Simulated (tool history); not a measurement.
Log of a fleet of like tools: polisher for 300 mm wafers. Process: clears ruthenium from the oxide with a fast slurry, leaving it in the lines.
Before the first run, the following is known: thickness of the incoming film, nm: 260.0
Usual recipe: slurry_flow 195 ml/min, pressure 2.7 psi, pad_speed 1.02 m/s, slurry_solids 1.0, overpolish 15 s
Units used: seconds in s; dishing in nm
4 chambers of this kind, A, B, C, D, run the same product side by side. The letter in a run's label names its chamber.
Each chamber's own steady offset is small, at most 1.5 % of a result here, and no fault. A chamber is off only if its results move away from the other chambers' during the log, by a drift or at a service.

run,day,slurry_flow,pressure,pad_speed,slurry_solids,overpolish,seconds,dishing
# day 0.012: chamber D: slurry blender recalibrated
1C,0.158,195,2.7,1.02,1.0,15,68.674,41.436
2B,0.458,195,2.7,1.02,1.0,15,68.060,40.427
# day 0.471: chamber C: worn pad replaced by a new one
# day 0.508: chamber B: slurry blender recalibrated
3A,0.746,195,2.7,1.02,1.0,15,67.140,41.683
4D,0.971,195,2.7,1.02,1.0,15,67.926,40.871
5A,1.200,195,2.7,1.02,1.0,15,68.537,41.001
6B,1.454,195,2.7,1.02,1.0,15,69.434,41.747
7C,1.721,195,2.7,1.02,1.0,15,67.943,40.401
8D,2.058,195,2.7,1.02,1.0,15,67.913,40.965
9C,2.225,195,2.7,1.02,1.0,15,67.482,40.704
# day 2.271: chamber D: worn pad replaced by a new one
10D,2.558,195,2.7,1.02,1.0,15,68.460,41.339
# day 2.704: chamber A: worn pad replaced by a new one
# day 2.717: chamber C: worn pad replaced by a new one
11A,2.904,195,2.7,1.02,1.0,15,69.230,40.953
# day 2.983: chamber B: worn pad replaced by a new one
12B,3.167,195,2.7,1.02,1.0,15,68.109,41.275
13C,3.492,195,2.7,1.18,1.0,11,58.649,35.755
14A,3.721,195,2.7,1.18,1.0,11,60.653,34.269
15D,3.933,195,2.7,1.18,1.0,11,58.972,36.690
16B,4.200,195,2.7,1.18,1.0,11,58.391,36.262
17C,4.450,195,2.7,1.02,1.0,15,69.332,41.156
18D,4.771,195,2.7,1.02,1.0,15,69.219,41.807
19B,5.121,195,2.7,1.02,1.0,15,68.158,41.198
# day 5.271: chamber C: worn pad replaced by a new one
20A,5.392,195,2.7,1.22,1.0,8,61.102,26.617
# day 5.612: chamber A: worn pad replaced by a new one
# day 5.675: chamber C: slurry blender recalibrated
21A,5.725,195,2.7,1.22,1.0,8,61.498,26.303
# day 5.883: chamber D: worn pad replaced by a new one
22C,5.921,195,2.7,1.22,1.0,8,58.221,29.509
23B,6.138,195,2.7,1.22,1.0,8,57.971,27.755
# day 6.362: chamber B: worn pad replaced by a new one
24D,6.362,195,2.7,1.02,1.0,15,68.804,40.816
25C,6.612,195,2.7,1.02,1.0,15,68.866,40.884
26D,6.892,195,2.7,1.02,0.8,7,75.104,19.674
27B,7.221,195,2.7,1.02,0.8,7,75.222,19.643
# day 7.333: chamber D: slurry nozzle cleaned
28A,7.412,195,2.7,1.02,0.8,7,83.495,17.402
29B,7.679,195,2.7,1.02,0.8,7,75.711,19.291
30D,7.942,195,2.7,1.02,1.0,15,68.665,41.709

The same settings go to every chamber for the next run, one line per chamber below. Forecast the results for each:
31A,8.200,195,2.7,1.02,0.8,15,?,?
31B,8.200,195,2.7,1.02,0.8,15,?,?
31C,8.200,195,2.7,1.02,0.8,15,?,?
31D,8.200,195,2.7,1.02,0.8,15,?,?

run,seconds,dishing
31A,84.217,33.963
31B,75.417,37.437
31C,76.877,38.331
31D,75.134,38.824
